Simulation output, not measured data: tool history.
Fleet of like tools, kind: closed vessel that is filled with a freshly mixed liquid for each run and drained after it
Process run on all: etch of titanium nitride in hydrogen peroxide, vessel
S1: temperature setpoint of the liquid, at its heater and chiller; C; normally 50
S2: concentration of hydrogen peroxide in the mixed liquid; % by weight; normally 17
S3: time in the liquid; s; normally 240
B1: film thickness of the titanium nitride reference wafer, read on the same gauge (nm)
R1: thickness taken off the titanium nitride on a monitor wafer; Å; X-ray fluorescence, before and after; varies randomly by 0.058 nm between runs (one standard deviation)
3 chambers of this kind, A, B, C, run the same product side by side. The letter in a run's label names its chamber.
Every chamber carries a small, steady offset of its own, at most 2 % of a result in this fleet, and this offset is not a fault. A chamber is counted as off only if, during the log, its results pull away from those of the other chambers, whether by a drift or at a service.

run,hour,S1,S2,S3,B1,R1
1B,6.4,50,17,240,29.987,57.442
# hour 15.8: chamber C: new drum of peroxide connected
2C,17.5,50,17,240,29.995,57.996
3A,28.5,50,17,240,29.993,57.482
4C,38.7,50,17,240,30.016,58.864
5A,45.6,50,17,190,29.996,45.266
6B,57.0,50,17,190,29.991,44.307
7A,63.6,50,17,190,29.997,44.926
8C,72.3,50,17,240,29.993,58.602
9B,83.9,50,17,240,30.013,56.521
10C,92.6,50,17,240,29.999,57.926
11A,99.5,50,17,350,29.998,83.086
12B,110.9,50,17,350,30.003,81.704
13B,119.5,50,17,350,29.983,79.686
14C,125.3,50,17,240,30.005,56.581
15A,137.4,50,17,240,29.990,56.799
16A,147.5,50,17,240,29.997,57.512
17C,157.1,50,17,240,30.011,57.822
18B,163.9,50,13,240,30.000,50.345
19C,171.5,50,13,240,30.008,53.036
20B,181.1,50,13,240,30.001,51.105
21A,189.2,50,17,240,30.009,56.969
22A,200.9,50,17,355,30.004,84.359
23B,206.2,50,17,355,30.006,79.696
24C,214.1,50,17,355,29.988,85.975
25C,220.1,50,17,240,29.993,58.122
26B,225.5,50,17,240,29.998,53.299
27A,236.5,50,17,240,30.012,57.534

Is one chamber off against the others, does the gauge drift, or is nothing wrong? If a chamber is off, say which, and what the likeliest cause is.

Chamber B drifts away from the others.
Cause: liquid colder than its thermometer reads (K) = 0.978.

Chamber B could run next with any of the 4 candidate recipes listed below; each alters the usual settings, and their results appear as question marks. Which one brings its results back in line with what the other chambers deliver on the usual settings?
To be in line, a result may differ from the other chambers' mean on the usual settings by at most: R1 2.000 Å
28B-1,245.3,50.0,18.5,240,,?
28B-2,245.3,49.0,17.0,240,,?
28B-3,245.3,50.0,17.0,235,,?
28B-4,245.3,50.5,17.0,250,,?

The mean the other chambers reach with the usual settings: R1 57.295 Å
run,R1
28B-1,53.831
28B-2,49.121
28B-3,51.773
28B-4,57.154
28B-4 puts the chamber back in line with the other chambers.

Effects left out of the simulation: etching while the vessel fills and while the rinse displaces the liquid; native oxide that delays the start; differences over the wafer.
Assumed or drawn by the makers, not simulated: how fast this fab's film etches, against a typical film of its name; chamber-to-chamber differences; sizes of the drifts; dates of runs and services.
